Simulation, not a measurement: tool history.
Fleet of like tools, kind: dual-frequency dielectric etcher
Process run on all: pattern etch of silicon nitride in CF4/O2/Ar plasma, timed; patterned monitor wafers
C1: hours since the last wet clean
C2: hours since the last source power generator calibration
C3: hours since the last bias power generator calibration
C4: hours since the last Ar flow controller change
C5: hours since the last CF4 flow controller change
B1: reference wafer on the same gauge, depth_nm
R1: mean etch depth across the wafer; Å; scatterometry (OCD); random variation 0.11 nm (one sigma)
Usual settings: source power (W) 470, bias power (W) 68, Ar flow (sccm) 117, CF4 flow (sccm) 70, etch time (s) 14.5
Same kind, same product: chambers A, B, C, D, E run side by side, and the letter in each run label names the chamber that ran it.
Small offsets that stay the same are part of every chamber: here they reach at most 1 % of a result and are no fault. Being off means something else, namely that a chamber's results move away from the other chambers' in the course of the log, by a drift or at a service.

Run 1B, hour 5.9: usual settings; C1 339.5; C2 1138.1; C3 1257.8; C4 2022.2; C5 2467.6; B1 26.891. Result: R1 277.6 Å.
Run 2C, hour 13.2: usual settings; C1 347.3; C2 468.1; C3 34.5; C4 2596.7; C5 337.1; B1 26.899. Result: R1 275.88 Å.
At hour 20.2: chamber E: bias power generator calibrated.
Run 3D, hour 21.8: usual settings; C1 110.2; C2 589.4; C3 1368.3; C4 663.9; C5 1390.2; B1 26.882. Result: R1 274.93 Å.
Run 4E, hour 31.6: usual settings; C1 164.9; C2 451.4; C3 11.4; C4 2005.6; C5 4421.5; B1 26.885. Result: R1 276.92 Å.
Run 5A, hour 41.9: usual settings; C1 284.9; C2 155.8; C3 3564.1; C4 2238; C5 2585.2; B1 26.911. Result: R1 275.11 Å.
Run 6D, hour 53.4: usual settings but CF4 flow (sccm) 82, etch time (s) 16; C1 141.8; C2 621; C3 1399.9; C4 695.5; C5 1421.8; B1 26.901. Result: R1 308.81 Å.
Run 7C, hour 62.9: usual settings but CF4 flow (sccm) 82, etch time (s) 16; C1 397; C2 517.8; C3 84.2; C4 2646.4; C5 386.8; B1 26.896. Result: R1 310.7 Å.
Run 8B, hour 69.1: usual settings but CF4 flow (sccm) 82, etch time (s) 16; C1 402.7; C2 1201.3; C3 1321; C4 2085.4; C5 2530.8; B1 26.885. Result: R1 315.12 Å.
Run 9A, hour 75.5: usual settings but CF4 flow (sccm) 82, etch time (s) 16; C1 318.5; C2 189.4; C3 3597.7; C4 2271.6; C5 2618.8; B1 26.911. Result: R1 309.21 Å.
Run 10E, hour 84.4: usual settings but CF4 flow (sccm) 82, etch time (s) 16; C1 217.7; C2 504.2; C3 64.2; C4 2058.4; C5 4474.3; B1 26.885. Result: R1 310.07 Å.
Run 11A, hour 90.4: usual settings; C1 333.4; C2 204.3; C3 3612.6; C4 2286.5; C5 2633.7; B1 26.912. Result: R1 276.08 Å.
At hour 91.7: chamber A: wet clean of the chamber.
At hour 96.1: chamber B: wet clean of the chamber.
Run 12E, hour 99: usual settings; C1 232.3; C2 518.8; C3 78.8; C4 2073; C5 4488.9; B1 26.892. Result: R1 275.58 Å.
Run 13C, hour 109.4: usual settings; C1 443.5; C2 564.3; C3 130.7; C4 2692.9; C5 433.3; B1 26.89. Result: R1 277.6 Å.
Run 14D, hour 120.9: usual settings; C1 209.3; C2 688.5; C3 1467.4; C4 763; C5 1489.3; B1 26.917. Result: R1 276.35 Å.
Run 15B, hour 127.1: usual settings but source power (W) 570; C1 31.1; C2 1259.3; C3 1379; C4 2143.4; C5 2588.8; B1 26.931. Result: R1 328.87 Å.
Run 16E, hour 137.3: usual settings but source power (W) 570; C1 270.6; C2 557.1; C3 117.1; C4 2111.3; C5 4527.2; B1 26.904. Result: R1 326.32 Å.
Run 17C, hour 143.5: usual settings but source power (W) 570; C1 477.6; C2 598.4; C3 164.8; C4 2727; C5 467.4; B1 26.882. Result: R1 325.34 Å.
Run 18D, hour 155.8: usual settings but source power (W) 570; C1 244.2; C2 723.4; C3 1502.3; C4 797.9; C5 1524.2; B1 26.882. Result: R1 323.46 Å.
Run 19B, hour 168: usual settings but source power (W) 570; C1 72; C2 1300.2; C3 1419.9; C4 2184.3; C5 2629.7; B1 26.901. Result: R1 327.37 Å.
At hour 177.5: chamber E: wet clean of the chamber.
Run 20A, hour 181.1: usual settings; C1 89.4; C2 295; C3 3703.3; C4 2377.2; C5 2724.4; B1 26.904. Result: R1 277.76 Å.
Run 21E, hour 192.3: usual settings; C1 14.8; C2 612.1; C3 172.1; C4 2166.3; C5 4582.2; B1 26.88. Result: R1 276.56 Å.
Run 22D, hour 201.4: usual settings; C1 289.8; C2 769; C3 1547.9; C4 843.5; C5 1569.8; B1 26.9. Result: R1 276.51 Å.
At hour 203.2: chamber B: bias power generator calibrated.
Run 23A, hour 210.2: usual settings; C1 118.5; C2 324.1; C3 3732.4; C4 2406.3; C5 2753.5; B1 26.894. Result: R1 278.1 Å.
At hour 214.4: chamber C: wet clean of the chamber.
Run 24C, hour 221.8: usual settings; C1 7.5; C2 676.7; C3 243.1; C4 2805.3; C5 545.7; B1 26.908. Result: R1 277.51 Å.
At hour 225.9: chamber A: bias power generator calibrated.
Run 25B, hour 229.3: usual settings; C1 133.3; C2 1361.5; C3 26.2; C4 2245.6; C5 2691; B1 26.902. Result: R1 276.89 Å.
Run 26E, hour 240.9: usual settings; C1 63.4; C2 660.7; C3 220.7; C4 2214.9; C5 4630.8; B1 26.901. Result: R1 277.47 Å.
Run 27A, hour 253.4: usual settings; C1 161.7; C2 367.3; C3 27.6; C4 2449.5; C5 2796.7; B1 26.894. Result: R1 276.31 Å.
Run 28B, hour 262.6: usual settings; C1 166.6; C2 1394.8; C3 59.5; C4 2278.9; C5 2724.3; B1 26.916. Result: R1 277.72 Å.
Run 29D, hour 269.2: usual settings; C1 357.6; C2 836.8; C3 1615.7; C4 911.3; C5 1637.6; B1 26.881. Result: R1 275.86 Å.
Run 30C, hour 277.3: usual settings; C1 63; C2 732.2; C3 298.6; C4 2860.8; C5 601.2; B1 26.919. Result: R1 277.55 Å.
Run 31D, hour 289.8: usual settings; C1 378.2; C2 857.4; C3 1636.3; C4 931.9; C5 1658.2; B1 26.889. Result: R1 275.7 Å.

Next, every chamber runs the same settings. What will each give?
Run 32A, hour 299.6: usual settings but bias power (W) 84. Result: R1 ?.
Run 32B, hour 299.6: usual settings but bias power (W) 84. Result: R1 ?.
Run 32C, hour 299.6: usual settings but bias power (W) 84. Result: R1 ?.
Run 32D, hour 299.6: usual settings but bias power (W) 84. Result: R1 ?.
Run 32E, hour 299.6: usual settings but bias power (W) 84. Result: R1 ?.

run      R1
32A   302.3
32B   303.8
32C  304.42
32D  302.94
32E  303.86
